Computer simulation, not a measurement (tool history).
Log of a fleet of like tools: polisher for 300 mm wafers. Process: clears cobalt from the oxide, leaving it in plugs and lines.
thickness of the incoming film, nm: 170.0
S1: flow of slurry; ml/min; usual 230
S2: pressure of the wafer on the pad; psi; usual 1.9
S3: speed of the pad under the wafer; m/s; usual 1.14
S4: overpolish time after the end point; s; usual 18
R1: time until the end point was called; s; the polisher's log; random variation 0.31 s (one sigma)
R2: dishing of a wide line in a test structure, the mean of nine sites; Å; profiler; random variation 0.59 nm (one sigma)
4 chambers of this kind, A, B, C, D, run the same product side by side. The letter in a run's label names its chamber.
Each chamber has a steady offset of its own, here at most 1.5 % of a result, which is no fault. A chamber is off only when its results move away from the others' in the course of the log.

{"hour": 0.2, "done": "chamber C: worn pad replaced by a new one"}
{"run": "1D", "hour": 7.0, "S1": 230, "S2": 1.9, "S3": 1.14, "S4": 18, "R1": 31.898, "R2": 506.09}
{"hour": 16.4, "done": "chamber B: worn pad replaced by a new one"}
{"run": "2C", "hour": 22.0, "S1": 230, "S2": 1.9, "S3": 1.14, "S4": 18, "R1": 31.976, "R2": 498.48}
{"hour": 26.9, "done": "chamber D: worn pad replaced by a new one"}
{"run": "3A", "hour": 32.3, "S1": 230, "S2": 1.9, "S3": 1.14, "S4": 18, "R1": 32.015, "R2": 515.04}
{"run": "4B", "hour": 44.6, "S1": 230, "S2": 1.9, "S3": 1.14, "S4": 18, "R1": 32.279, "R2": 494.0}
{"run": "5B", "hour": 57.1, "S1": 230, "S2": 1.9, "S3": 1.14, "S4": 18, "R1": 32.469, "R2": 492.0}
{"run": "6C", "hour": 68.8, "S1": 230, "S2": 1.9, "S3": 1.14, "S4": 18, "R1": 32.821, "R2": 497.6}
{"run": "7D", "hour": 80.4, "S1": 230, "S2": 1.9, "S3": 1.14, "S4": 18, "R1": 31.746, "R2": 507.56}
{"hour": 88.7, "done": "chamber C: head pressure recalibrated"}
{"hour": 89.6, "done": "chamber D: worn pad replaced by a new one"}
{"run": "8A", "hour": 94.9, "S1": 230, "S2": 1.9, "S3": 1.14, "S4": 18, "R1": 31.356, "R2": 512.6}
{"hour": 96.6, "done": "chamber B: worn pad replaced by a new one"}
{"hour": 98.9, "done": "chamber C: worn pad replaced by a new one"}
{"run": "9D", "hour": 101.6, "S1": 230, "S2": 1.9, "S3": 1.14, "S4": 18, "R1": 31.993, "R2": 500.94}
{"run": "10B", "hour": 111.3, "S1": 230, "S2": 1.9, "S3": 1.14, "S4": 18, "R1": 32.238, "R2": 489.11}
{"run": "11A", "hour": 122.5, "S1": 230, "S2": 1.9, "S3": 1.14, "S4": 18, "R1": 32.052, "R2": 498.41}
{"hour": 136.1, "done": "chamber C: slurry nozzle cleaned"}
{"run": "12C", "hour": 136.8, "S1": 230, "S2": 1.9, "S3": 1.14, "S4": 18, "R1": 31.823, "R2": 494.71}
{"hour": 143.0, "done": "chamber A: slurry nozzle cleaned"}
{"run": "13D", "hour": 150.2, "S1": 230, "S2": 1.9, "S3": 1.14, "S4": 18, "R1": 32.343, "R2": 494.3}
{"hour": 155.9, "done": "chamber D: worn pad replaced by a new one"}
{"run": "14C", "hour": 160.5, "S1": 230, "S2": 1.9, "S3": 1.14, "S4": 18, "R1": 31.909, "R2": 501.88}
{"run": "15B", "hour": 170.0, "S1": 230, "S2": 1.9, "S3": 1.14, "S4": 18, "R1": 32.409, "R2": 495.12}
{"hour": 175.0, "done": "chamber D: slurry nozzle cleaned"}
{"hour": 177.8, "done": "chamber B: worn pad replaced by a new one"}
{"run": "16A", "hour": 184.2, "S1": 230, "S2": 1.9, "S3": 1.14, "S4": 18, "R1": 32.336, "R2": 514.76}
{"hour": 184.5, "done": "chamber C: worn pad replaced by a new one"}
{"run": "17C", "hour": 191.1, "S1": 230, "S2": 1.9, "S3": 1.14, "S4": 18, "R1": 32.217, "R2": 500.57}
{"run": "18B", "hour": 199.9, "S1": 230, "S2": 1.9, "S3": 1.14, "S4": 18, "R1": 32.325, "R2": 491.06}
{"run": "19A", "hour": 214.8, "S1": 230, "S2": 1.9, "S3": 1.14, "S4": 18, "R1": 33.08, "R2": 498.96}
{"run": "20D", "hour": 223.4, "S1": 230, "S2": 1.9, "S3": 1.14, "S4": 18, "R1": 31.863, "R2": 503.98}
{"run": "21C", "hour": 230.0, "S1": 230, "S2": 1.9, "S3": 1.14, "S4": 18, "R1": 32.693, "R2": 491.22}
{"hour": 234.9, "done": "chamber D: worn pad replaced by a new one"}
{"run": "22B", "hour": 236.5, "S1": 230, "S2": 1.9, "S3": 1.14, "S4": 18, "R1": 31.896, "R2": 493.34}
{"run": "23A", "hour": 246.1, "S1": 230, "S2": 1.9, "S3": 1.14, "S4": 18, "R1": 34.027, "R2": 501.8}
{"run": "24D", "hour": 257.0, "S1": 230, "S2": 1.9, "S3": 1.14, "S4": 18, "R1": 31.644, "R2": 500.96}
{"run": "25B", "hour": 268.3, "S1": 230, "S2": 1.9, "S3": 1.14, "S4": 18, "R1": 32.1, "R2": 509.04}
{"hour": 269.4, "done": "chamber B: worn pad replaced by a new one"}
{"hour": 276.2, "done": "chamber B: slurry nozzle cleaned"}
{"run": "26C", "hour": 282.4, "S1": 230, "S2": 1.9, "S3": 1.14, "S4": 18, "R1": 32.254, "R2": 501.17}
{"hour": 285.0, "done": "chamber C: worn pad replaced by a new one"}
{"run": "27D", "hour": 291.4, "S1": 230, "S2": 2.4, "S3": 1.38, "S4": 18, "R1": 20.865, "R2": 581.87}
{"hour": 299.6, "done": "chamber D: worn pad replaced by a new one"}
{"run": "28A", "hour": 304.7, "S1": 230, "S2": 2.4, "S3": 1.38, "S4": 18, "R1": 22.547, "R2": 563.73}
{"run": "29A", "hour": 312.5, "S1": 230, "S2": 2.4, "S3": 1.38, "S4": 18, "R1": 22.561, "R2": 572.1}
{"run": "30D", "hour": 322.8, "S1": 230, "S2": 2.4, "S3": 1.38, "S4": 18, "R1": 20.399, "R2": 584.88}
{"run": "31B", "hour": 330.3, "S1": 230, "S2": 1.9, "S3": 1.14, "S4": 18, "R1": 32.252, "R2": 488.99}
{"run": "32C", "hour": 338.3, "S1": 230, "S2": 1.9, "S3": 1.14, "S4": 18, "R1": 32.32, "R2": 497.99}
{"run": "33B", "hour": 345.1, "S1": 230, "S2": 1.9, "S3": 1.14, "S4": 18, "R1": 32.623, "R2": 497.21}
{"run": "34D", "hour": 351.6, "S1": 230, "S2": 1.9, "S3": 1.14, "S4": 18, "R1": 31.618, "R2": 502.42}

Is one chamber off against the others, does the gauge drift, or is nothing wrong? If a chamber is off, say which, and what the likeliest cause is.

Chamber A drifts away from the others.
Cause: removal rate lost through wear of the pad, % = 10.8.
The log may not tell that from: head's pressure below its setpoint, %.

Here are 4 candidates for chamber A's next run, each the usual settings with a change, their results left as question marks. Which one brings its results back in line with what the others give on the usual settings?
In line means no further than this from the other chambers' mean on the usual settings: R1 1.100 s; R2 21.00 Å
{"run": "35A-1", "hour": 362.4, "S1": 235, "S2": 2.1, "S3": 1.26, "S4": 17, "R1": "?", "R2": "?"}
{"run": "35A-2", "hour": 362.4, "S1": 230, "S2": 2.0, "S3": 1.2, "S4": 17, "R1": "?", "R2": "?"}
{"run": "35A-3", "hour": 362.4, "S1": 230, "S2": 1.7, "S3": 1.04, "S4": 20, "R1": "?", "R2": "?"}
{"run": "35A-4", "hour": 362.4, "S1": 230, "S2": 1.8, "S3": 1.08, "S4": 19, "R1": "?", "R2": "?"}

The other chambers' mean on the usual settings: R1 32.034 s; R2 498.70 Å
run=35A-1 R1=29.372 R2=510.04
run=35A-2 R1=32.440 R2=487.78
run=35A-3 R1=43.924 R2=455.54
run=35A-4 R1=39.985 R2=465.44
35A-2 brings the chamber back in line.
